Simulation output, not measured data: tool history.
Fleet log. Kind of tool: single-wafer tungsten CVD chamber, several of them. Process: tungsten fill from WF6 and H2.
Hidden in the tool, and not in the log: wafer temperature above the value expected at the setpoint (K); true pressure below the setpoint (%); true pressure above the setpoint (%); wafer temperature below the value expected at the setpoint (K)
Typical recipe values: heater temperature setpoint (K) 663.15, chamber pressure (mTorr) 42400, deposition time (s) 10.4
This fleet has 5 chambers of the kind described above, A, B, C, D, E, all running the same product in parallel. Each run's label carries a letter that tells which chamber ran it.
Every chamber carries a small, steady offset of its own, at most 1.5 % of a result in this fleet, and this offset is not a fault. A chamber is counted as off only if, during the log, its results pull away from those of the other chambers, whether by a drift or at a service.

run	day	heater temperature setpoint (K)	chamber pressure (mTorr)	deposition time (s)	hours since the last thermocouple change	hours since the last manometer calibration	read-back reference wafer on the same gauge, thickness_nm	mean film thickness on the monitor wafer (angstrom)
1B	0.288	663.15	42400	10.4	2184.2	86.6	28.698	298.24
2C	0.546	663.15	42400	10.4	520	541.1	28.74	289.86
3D	0.808	663.15	42400	10.4	2628.5	608.7	28.714	296.1
4A	1.038	663.15	42400	10.4	493.1	153.3	28.693	288.97
5E	1.367	663.15	42400	10.4	1766.4	1078.2	28.724	293.72
6D	1.604	663.15	42400	10.4	2647.6	627.8	28.71	293.84
7C	1.917	663.15	42400	10.4	552.9	574	28.665	295.77
8A	2.167	663.15	42400	10.4	520.2	180.4	28.675	287.54
# day 2.196: chamber B: thermocouple changed; heater temperature recalibrated
9B	2.371	663.15	42400	10.4	4.2	136.6	28.673	296.89
10E	2.65	663.15	42400	10.4	1797.2	1109	28.689	290.39
11C	2.879	649.15	42400	9.5	576	597.1	28.695	203.49
12D	3.075	649.15	42400	9.5	2682.9	663.1	28.677	201.82
13B	3.388	649.15	42400	9.5	28.6	161	28.671	205.56
14E	3.679	649.15	42400	9.5	1821.9	1133.7	28.707	199.6
15A	3.888	649.15	42400	9.5	561.5	221.7	28.672	200.41
16A	4.217	663.15	42400	10.4	569.4	229.6	28.719	292.53
# day 4.358: chamber D: thermocouple changed; heater temperature recalibrated
17D	4.383	663.15	42400	10.4	0.7	694.5	28.676	307.74
18B	4.583	663.15	42400	10.4	57.3	189.7	28.72	292.51
19E	4.912	663.15	42400	10.4	1851.5	1163.3	28.702	294.31
20C	5.158	663.15	42400	10.4	630.7	651.8	28.699	293.93
21C	5.367	663.15	42400	10.4	635.7	656.8	28.731	294.04
22B	5.592	663.15	42400	10.4	81.5	213.9	28.699	296.21
23E	5.767	663.15	42400	9.5	1872	1183.8	28.672	266.64
24D	6.096	663.15	42400	9.5	41.8	735.6	28.703	283.04
25A	6.271	663.15	42400	9.5	618.7	278.9	28.708	264.24
26E	6.542	663.15	42400	9.5	1890.6	1202.4	28.721	266.43
27C	6.788	663.15	42400	9.5	669.8	690.9	28.689	268.58
28A	7.112	663.15	42400	10.4	638.9	299.1	28.646	289.62
29D	7.258	663.15	42400	10.4	69.7	763.5	28.704	310.44
30B	7.404	663.15	42400	10.4	125	257.4	28.681	296.99
31C	7.688	663.15	42400	10.4	691.4	712.5	28.669	294.15
32B	7.992	663.15	42400	10.4	139.1	271.5	28.701	295.42
33D	8.154	663.15	47200	11	91.2	785	28.721	341.56

Which is it: a chamber that has drifted or been left off by a service, a gauge drift common to all chambers, or only each chamber's usual small offset? If a chamber is off, name it and its likeliest cause.

A service left chamber D off against the others.
Cause: wafer temperature above the value expected at the setpoint (K) = 2.58.

Below are 4 candidate recipes for chamber D's next run, each the usual settings with a change, their results shown as question marks. Which of them brings D's results back in line with what the other chambers give on the usual settings?
In line means no further than this from the other chambers' mean on the usual settings: mean film thickness on the monitor wafer (angstrom) 5.9
34D-1	8.396	659.15	41300	10.4				?
34D-2	8.396	665.15	42800	10.5				?
34D-3	8.396	663.15	42400	9.9				?
34D-4	8.396	663.15	42400	11.3				?

The other chambers' mean on the usual settings: mean film thickness on the monitor wafer (angstrom) 293.1
run	mean film thickness on the monitor wafer (angstrom)
34D-1	281.92
34D-2	325.02
34D-3	293.59
34D-4	335.29
34D-3 brings the chamber back in line.

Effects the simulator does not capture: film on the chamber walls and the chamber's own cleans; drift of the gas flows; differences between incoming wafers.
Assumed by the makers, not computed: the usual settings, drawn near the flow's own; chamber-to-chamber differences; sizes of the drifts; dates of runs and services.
